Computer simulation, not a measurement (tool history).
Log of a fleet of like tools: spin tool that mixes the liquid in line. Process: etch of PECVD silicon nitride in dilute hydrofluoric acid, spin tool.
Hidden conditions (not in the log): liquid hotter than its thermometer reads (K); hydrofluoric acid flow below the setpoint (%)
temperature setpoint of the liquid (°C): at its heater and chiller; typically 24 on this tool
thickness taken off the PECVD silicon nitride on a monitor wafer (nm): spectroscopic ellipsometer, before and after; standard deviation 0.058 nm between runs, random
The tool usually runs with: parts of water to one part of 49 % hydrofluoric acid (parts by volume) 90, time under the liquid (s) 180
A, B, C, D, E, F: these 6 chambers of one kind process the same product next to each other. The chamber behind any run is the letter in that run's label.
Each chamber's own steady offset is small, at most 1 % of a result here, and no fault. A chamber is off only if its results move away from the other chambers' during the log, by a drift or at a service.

| run | day | temperature setpoint of the liquid (°C) | parts of water to one part of 49 % hydrofluoric acid (parts by volume) | time under the liquid (s) | hours since the thermometer was replaced | hours since the hydrofluoric acid flow meter was replaced | read-back film thickness of the PECVD silicon nitride reference wafer, read on the same gauge (nm) | thickness taken off the PECVD silicon nitride on a monitor wafer (nm) |
|---|---|---|---|---|---|---|---|---|
| 1B | 0.612 | 24 | 90 | 180 | 184.3 | 512.7 | 130.02 | 7.4652 |
| 2C | 1.175 | 24 | 90 | 180 | 1463.8 | 395.9 | 129.97 | 7.5949 |
| 3E | 1.742 | 24 | 90 | 180 | 2498 | 1389.9 | 130.02 | 7.404 |
| 4A | 2.325 | 24 | 90 | 180 | 413.2 | 699.4 | 130.01 | 7.521 |
| 5F | 2.783 | 24 | 90 | 180 | 975.7 | 535.2 | 130 | 7.5617 |
| 6D | 3.104 | 24 | 90 | 180 | 440.7 | 851.6 | 130 | 7.4379 |
|  | 3.746 | chamber F: hydrofluoric acid flow meter replaced |
| 7D | 3.746 | 24 | 90 | 180 | 456.1 | 867 | 129.96 | 7.6435 |
| 8C | 4.283 | 24 | 90 | 180 | 1538.4 | 470.5 | 130.02 | 7.5501 |
|  | 4.638 | chamber A: hydrofluoric acid flow meter replaced |
| 9F | 4.842 | 24 | 90 | 180 | 1025.1 | 26.3 | 130.01 | 7.5331 |
|  | 5.117 | chamber E: hydrofluoric acid flow meter replaced |
|  | 5.292 | chamber C: thermometer replaced |
| 10A | 5.333 | 24 | 90 | 180 | 485.4 | 16.8 | 130.03 | 7.4326 |
| 11E | 5.75 | 24 | 90 | 180 | 2594.2 | 15.3 | 129.96 | 7.5504 |
| 12B | 6.212 | 24 | 90 | 180 | 318.7 | 647.1 | 129.97 | 7.4142 |
| 13B | 6.9 | 24 | 90 | 180 | 335.2 | 663.6 | 129.99 | 7.4134 |
| 14A | 7.479 | 24 | 90 | 180 | 536.9 | 68.3 | 130.01 | 7.4335 |
| 15C | 7.962 | 24 | 90 | 180 | 64.1 | 558.8 | 130 | 7.6045 |
| 16D | 8.575 | 24 | 90 | 180 | 572 | 982.9 | 130.01 | 7.4688 |
| 17E | 9.217 | 24 | 90 | 180 | 2677.4 | 98.5 | 129.99 | 7.472 |
| 18F | 9.583 | 24 | 90 | 95 | 1138.9 | 140.1 | 130.01 | 3.9954 |
| 19B | 10.125 | 24 | 90 | 95 | 412.6 | 741 | 130 | 3.857 |
| 20A | 10.517 | 24 | 90 | 95 | 609.8 | 141.2 | 130.02 | 3.9295 |
| 21E | 11.196 | 24 | 90 | 95 | 2724.9 | 146 | 130.02 | 3.9912 |
| 22F | 11.704 | 24 | 90 | 95 | 1189.8 | 191 | 130.01 | 3.9764 |
| 23C | 12.179 | 24 | 90 | 95 | 165.3 | 660 | 129.97 | 3.9921 |
| 24D | 12.612 | 24 | 90 | 180 | 668.9 | 1079.8 | 129.99 | 7.6334 |
| 25B | 12.904 | 24 | 90 | 180 | 479.3 | 807.7 | 129.98 | 7.0037 |
| 26E | 13.558 | 24 | 105 | 180 | 2781.6 | 202.7 | 129.99 | 6.507 |
| 27A | 13.929 | 24 | 105 | 180 | 691.7 | 223.1 | 130 | 6.3393 |
| 28C | 14.521 | 24 | 105 | 180 | 221.5 | 716.2 | 130.03 | 6.5737 |
| 29F | 15.133 | 24 | 105 | 180 | 1272.1 | 273.3 | 129.99 | 6.5532 |
| 30D | 15.708 | 24 | 105 | 180 | 743.2 | 1154.1 | 130.03 | 6.4256 |
| 31B | 16.308 | 24 | 105 | 180 | 561 | 889.4 | 130.02 | 5.9572 |
| 32D | 16.629 | 24 | 90 | 180 | 765.3 | 1176.2 | 129.99 | 7.4969 |
|  | 16.642 | chamber E: thermometer replaced |
| 33A | 17.033 | 24 | 90 | 180 | 766.2 | 297.6 | 130.01 | 7.4534 |
| 34F | 17.654 | 24 | 90 | 180 | 1332.6 | 333.8 | 129.99 | 7.5707 |
| 35C | 17.962 | 24 | 90 | 180 | 304.1 | 798.8 | 130.02 | 7.46 |
| 36E | 18.488 | 24 | 90 | 180 | 44.3 | 321 | 129.99 | 7.4753 |

Next, all 6 chambers run the settings below, one line each with question marks for the results. What does each chamber give?
| 37A | 18.979 | 24 | 50 | 180 |  |  |  | ? |
| 37B | 18.979 | 24 | 50 | 180 |  |  |  | ? |
| 37C | 18.979 | 24 | 50 | 180 |  |  |  | ? |
| 37D | 18.979 | 24 | 50 | 180 |  |  |  | ? |
| 37E | 18.979 | 24 | 50 | 180 |  |  |  | ? |
| 37F | 18.979 | 24 | 50 | 180 |  |  |  | ? |

| run | thickness taken off the PECVD silicon nitride on a monitor wafer (nm) |
|---|---|
| 37A | 13.317 |
| 37B | 12.039 |
| 37C | 13.702 |
| 37D | 13.389 |
| 37E | 13.266 |
| 37F | 13.4 |
